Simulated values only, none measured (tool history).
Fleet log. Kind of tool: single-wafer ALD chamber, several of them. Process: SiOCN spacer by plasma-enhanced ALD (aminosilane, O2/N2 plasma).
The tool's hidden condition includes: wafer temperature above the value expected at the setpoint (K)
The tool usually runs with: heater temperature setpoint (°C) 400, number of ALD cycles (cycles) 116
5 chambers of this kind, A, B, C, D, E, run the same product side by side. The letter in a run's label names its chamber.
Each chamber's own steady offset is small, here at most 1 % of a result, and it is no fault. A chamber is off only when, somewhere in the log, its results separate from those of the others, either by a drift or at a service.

run	day	heater temperature setpoint (°C)	number of ALD cycles (cycles)	hours since the last thermocouple change	read-back reference wafer on the same gauge, thickness_nm	mean film thickness on the monitor wafer (nm)
1D	0.275	400	116	2284.8	8.2312	7.0313
2C	0.633	400	116	2981.3	8.2268	6.9904
3B	1.121	400	116	1084.6	8.2354	6.9854
4E	1.55	400	116	1737.7	8.2275	6.9627
5A	1.838	400	116	1506.9	8.2309	7.0518
6C	2.175	400	116	3018.3	8.2281	6.9883
7D	2.596	400	116	2340.5	8.2259	7.025
8B	3.096	400	116	1132	8.229	6.9962
9A	3.625	400	116	1549.8	8.2295	7.0148
10E	3.892	400	106	1793.9	8.2303	6.383
11D	4.325	400	106	2382	8.2281	6.4383
# day 4.4: chamber D: thermocouple changed; heater temperature recalibrated
12A	4.879	400	106	1579.9	8.2303	6.4336
13E	5.15	400	106	1824.1	8.2252	6.3934
14C	5.546	400	106	3099.2	8.2256	6.3814
15B	5.85	392	124	1198.1	8.2301	7.4906
16C	6.346	392	124	3118.4	8.2265	7.4818
17A	6.804	392	124	1626.1	8.2284	7.5481
18D	7.092	392	124	64.6	8.2307	7.5227
19E	7.421	392	124	1878.6	8.2305	7.4461
20B	7.788	406	129	1244.6	8.2298	7.6488
21E	8.175	406	129	1896.7	8.2276	7.6148
22B	8.683	406	129	1266.1	8.2314	7.6379
23A	9.125	406	129	1681.8	8.2269	7.6745
24D	9.5	406	129	122.4	8.2289	7.6897
25C	9.992	400	116	3205.9	8.231	6.9886
26D	10.375	400	116	143.4	8.2262	7.0478
27C	10.692	400	116	3222.7	8.2317	6.9812
28A	11.112	400	116	1729.5	8.229	7.0439
29E	11.379	400	116	1973.6	8.2312	6.9781
30B	11.804	400	116	1341	8.2327	6.9972

Predict what each chamber gives when all 5 of them run the settings below next.
31A	12.2	400	116			?
31B	12.2	400	116			?
31C	12.2	400	116			?
31D	12.2	400	116			?
31E	12.2	400	116			?

run	mean film thickness on the monitor wafer (nm)
31A	7.0512
31B	7.0279
31C	6.9996
31D	7.0554
31E	6.9686
